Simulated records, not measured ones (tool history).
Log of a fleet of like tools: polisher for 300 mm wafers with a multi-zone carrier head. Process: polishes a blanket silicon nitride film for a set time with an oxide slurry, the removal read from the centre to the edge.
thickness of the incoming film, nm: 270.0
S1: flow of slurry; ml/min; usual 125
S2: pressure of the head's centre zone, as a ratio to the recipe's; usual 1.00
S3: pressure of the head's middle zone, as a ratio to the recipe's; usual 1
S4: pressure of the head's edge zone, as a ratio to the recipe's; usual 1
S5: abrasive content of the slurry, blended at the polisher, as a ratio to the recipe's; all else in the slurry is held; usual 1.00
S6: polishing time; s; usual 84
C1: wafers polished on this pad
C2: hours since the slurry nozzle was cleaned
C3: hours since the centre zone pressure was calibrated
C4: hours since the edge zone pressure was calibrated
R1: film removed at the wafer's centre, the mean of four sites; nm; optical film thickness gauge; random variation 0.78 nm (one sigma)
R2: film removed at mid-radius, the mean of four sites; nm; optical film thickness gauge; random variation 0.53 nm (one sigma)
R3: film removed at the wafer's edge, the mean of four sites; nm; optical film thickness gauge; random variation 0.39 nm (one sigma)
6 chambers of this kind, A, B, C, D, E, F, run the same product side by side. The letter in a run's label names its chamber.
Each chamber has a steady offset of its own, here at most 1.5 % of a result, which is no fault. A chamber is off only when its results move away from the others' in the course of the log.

At hour 0.3: chamber E: worn pad replaced by a new one.
Run 1E, hour 8.1: usual settings; C1 91; C2 258.5; C3 276.3; C4 113.9. Result: R1 61.643 nm, R2 59.388 nm, R3 58.351 nm.
Run 2C, hour 13.8: usual settings; C1 752; C2 186.7; C3 1253.4; C4 441.2. Result: R1 59.799 nm, R2 58.707 nm, R3 59.120 nm.
Run 3A, hour 22.7: usual settings; C1 653; C2 270.5; C3 739.5; C4 490.7. Result: R1 57.425 nm, R2 58.559 nm, R3 58.874 nm.
Run 4D, hour 35.0: usual settings; C1 500; C2 128.3; C3 554.3; C4 329.2. Result: R1 59.677 nm, R2 58.990 nm, R3 58.654 nm.
Run 5B, hour 41.0: usual settings; C1 829; C2 173.2; C3 316.6; C4 221.4. Result: R1 57.751 nm, R2 58.642 nm, R3 58.247 nm.
At hour 49.7: chamber B: centre zone pressure recalibrated.
At hour 52.3: chamber B: worn pad replaced by a new one.
Run 6F, hour 53.3: usual settings; C1 711; C2 430.5; C3 206.8; C4 64.9. Result: R1 59.460 nm, R2 58.918 nm, R3 59.801 nm.
At hour 62.1: chamber E: worn pad replaced by a new one.
Run 7B, hour 63.8: usual settings but S6 102 s; C1 133; C2 196.0; C3 14.2; C4 244.2. Result: R1 71.127 nm, R2 71.650 nm, R3 70.374 nm.
At hour 67.2: chamber C: worn pad replaced by a new one.
Run 8C, hour 71.5: usual settings but S6 102 s; C1 50; C2 244.4; C3 1311.1; C4 498.9. Result: R1 72.852 nm, R2 71.146 nm, R3 71.469 nm.
At hour 71.6: chamber F: worn pad replaced by a new one.
At hour 72.3: chamber B: slurry nozzle cleaned.
At hour 76.3: chamber A: worn pad replaced by a new one.
Run 9F, hour 78.7: usual settings but S6 102 s; C1 83; C2 455.9; C3 232.2; C4 90.3. Result: R1 71.748 nm, R2 72.587 nm, R3 71.903 nm.
Run 10E, hour 86.4: usual settings but S6 102 s; C1 282; C2 336.8; C3 354.6; C4 192.2. Result: R1 71.248 nm, R2 71.175 nm, R3 71.255 nm.
Run 11A, hour 92.2: usual settings but S6 102 s; C1 185; C2 340.0; C3 809.0; C4 560.2. Result: R1 71.603 nm, R2 70.979 nm, R3 70.892 nm.
Run 12D, hour 98.2: usual settings but S6 102 s; C1 1233; C2 191.5; C3 617.5; C4 392.4. Result: R1 73.302 nm, R2 69.489 nm, R3 72.208 nm.
Run 13C, hour 105.5: usual settings; C1 445; C2 278.4; C3 1345.1; C4 532.9. Result: R1 59.071 nm, R2 57.514 nm, R3 59.076 nm.
Run 14E, hour 111.5: usual settings; C1 573; C2 361.9; C3 379.7; C4 217.3. Result: R1 59.340 nm, R2 58.467 nm, R3 58.229 nm.
At hour 117.0: chamber C: edge zone pressure recalibrated.
At hour 117.5: chamber E: worn pad replaced by a new one.
Run 15F, hour 119.6: usual settings; C1 557; C2 496.8; C3 273.1; C4 131.2. Result: R1 60.091 nm, R2 59.233 nm, R3 59.528 nm.
At hour 123.2: chamber D: worn pad replaced by a new one.
Run 16A, hour 131.8: usual settings; C1 644; C2 379.6; C3 848.6; C4 599.8. Result: R1 57.354 nm, R2 58.800 nm, R3 58.389 nm.
Run 17B, hour 142.3: usual settings; C1 1043; C2 70.0; C3 92.7; C4 322.7. Result: R1 58.900 nm, R2 58.877 nm, R3 58.421 nm.
At hour 145.1: chamber B: worn pad replaced by a new one.
At hour 145.4: chamber A: slurry nozzle cleaned.
Run 18D, hour 152.8: usual settings but S2 1.05; C1 344; C2 246.1; C3 672.1; C4 447.0. Result: R1 62.646 nm, R2 58.877 nm, R3 58.985 nm.
At hour 155.9: chamber F: worn pad replaced by a new one.
Run 19B, hour 158.5: usual settings but S2 1.05; C1 155; C2 86.2; C3 108.9; C4 338.9. Result: R1 59.727 nm, R2 59.019 nm, R3 59.035 nm.
At hour 166.2: chamber C: centre zone pressure recalibrated.
At hour 166.5: chamber A: centre zone pressure recalibrated.
Run 20E, hour 167.6: usual settings but S2 1.05; C1 581; C2 418.0; C3 435.8; C4 273.4. Result: R1 62.483 nm, R2 59.013 nm, R3 58.632 nm.
Run 21C, hour 174.3: usual settings but S2 1.05; C1 1242; C2 347.2; C3 8.1; C4 57.3. Result: R1 63.364 nm, R2 57.783 nm, R3 58.400 nm.
At hour 179.2: chamber E: worn pad replaced by a new one.
Run 22F, hour 184.4: usual settings but S2 1.05; C1 330; C2 561.6; C3 337.9; C4 196.0. Result: R1 62.665 nm, R2 58.970 nm, R3 58.790 nm.
At hour 192.8: chamber C: worn pad replaced by a new one.
Run 23A, hour 196.8: usual settings but S2 1.05; C1 1398; C2 51.4; C3 30.3; C4 664.8. Result: R1 54.711 nm, R2 58.741 nm, R3 58.663 nm.
At hour 202.4: chamber A: worn pad replaced by a new one.
Run 24D, hour 209.2: usual settings but S1 110 ml/min; C1 998; C2 302.5; C3 728.5; C4 503.4. Result: R1 56.673 nm, R2 56.304 nm, R3 57.062 nm.
Run 25C, hour 215.4: usual settings but S1 110 ml/min; C1 262; C2 388.3; C3 49.2; C4 98.4. Result: R1 56.081 nm, R2 55.879 nm, R3 56.580 nm.
Run 26F, hour 225.9: usual settings but S1 110 ml/min; C1 812; C2 603.1; C3 379.4; C4 237.5. Result: R1 57.495 nm, R2 57.525 nm, R3 57.813 nm.
At hour 227.6: chamber D: worn pad replaced by a new one.
Run 27D, hour 232.5: usual settings but S1 110 ml/min; C1 57; C2 325.8; C3 751.8; C4 526.7. Result: R1 55.191 nm, R2 56.974 nm, R3 58.694 nm.
Run 28E, hour 238.4: usual settings but S1 110 ml/min; C1 687; C2 488.8; C3 506.6; C4 344.2. Result: R1 58.260 nm, R2 58.159 nm, R3 57.275 nm.
At hour 241.9: chamber F: worn pad replaced by a new one.
At hour 242.4: chamber B: worn pad replaced by a new one.
At hour 244.1: chamber F: centre zone pressure recalibrated.
At hour 246.4: chamber E: worn pad replaced by a new one.
Run 29A, hour 249.9: usual settings but S1 110 ml/min; C1 551; C2 104.5; C3 83.4; C4 717.9. Result: R1 49.615 nm, R2 57.028 nm, R3 58.078 nm.
Run 30B, hour 261.2: usual settings; C1 218; C2 188.9; C3 211.6; C4 441.6. Result: R1 58.259 nm, R2 59.875 nm, R3 59.108 nm.
Run 31A, hour 271.0: usual settings; C1 795; C2 125.6; C3 104.5; C4 739.0. Result: R1 51.678 nm, R2 59.023 nm, R3 59.418 nm.
At hour 276.8: chamber C: slurry nozzle cleaned.
Run 32F, hour 281.3: usual settings; C1 457; C2 658.5; C3 37.2; C4 292.9. Result: R1 57.271 nm, R2 58.833 nm, R3 59.785 nm.
Run 33C, hour 291.2: usual settings; C1 1141; C2 14.4; C3 125.0; C4 174.2. Result: R1 59.984 nm, R2 58.054 nm, R3 59.282 nm.
At hour 301.6: chamber E: worn pad replaced by a new one.
Run 34D, hour 302.6: usual settings; C1 870; C2 395.9; C3 821.9; C4 596.8. Result: R1 57.997 nm, R2 57.726 nm, R3 58.955 nm.
Run 35B, hour 308.6: usual settings; C1 767; C2 236.3; C3 259.0; C4 489.0. Result: R1 57.891 nm, R2 59.594 nm, R3 58.381 nm.
Run 36E, hour 319.5: usual settings; C1 208; C2 569.9; C3 587.7; C4 425.3. Result: R1 59.140 nm, R2 58.481 nm, R3 58.355 nm.

Next, every chamber runs the same settings. What will each give?
Run 37A, hour 328.4: usual settings but S5 1.25. Result: R1 ?, R2 ?, R3 ?.
Run 37B, hour 328.4: usual settings but S5 1.25. Result: R1 ?, R2 ?, R3 ?.
Run 37C, hour 328.4: usual settings but S5 1.25. Result: R1 ?, R2 ?, R3 ?.
Run 37D, hour 328.4: usual settings but S5 1.25. Result: R1 ?, R2 ?, R3 ?.
Run 37E, hour 328.4: usual settings but S5 1.25. Result: R1 ?, R2 ?, R3 ?.
Run 37F, hour 328.4: usual settings but S5 1.25. Result: R1 ?, R2 ?, R3 ?.

run      R1      R2      R3
37A  55.894  64.995  64.772
37B  64.318  64.227  64.226
37C  65.483  63.082  65.011
37D  65.413  63.851  64.161
37E  64.687  64.967  63.710
37F  65.087  65.222  65.608
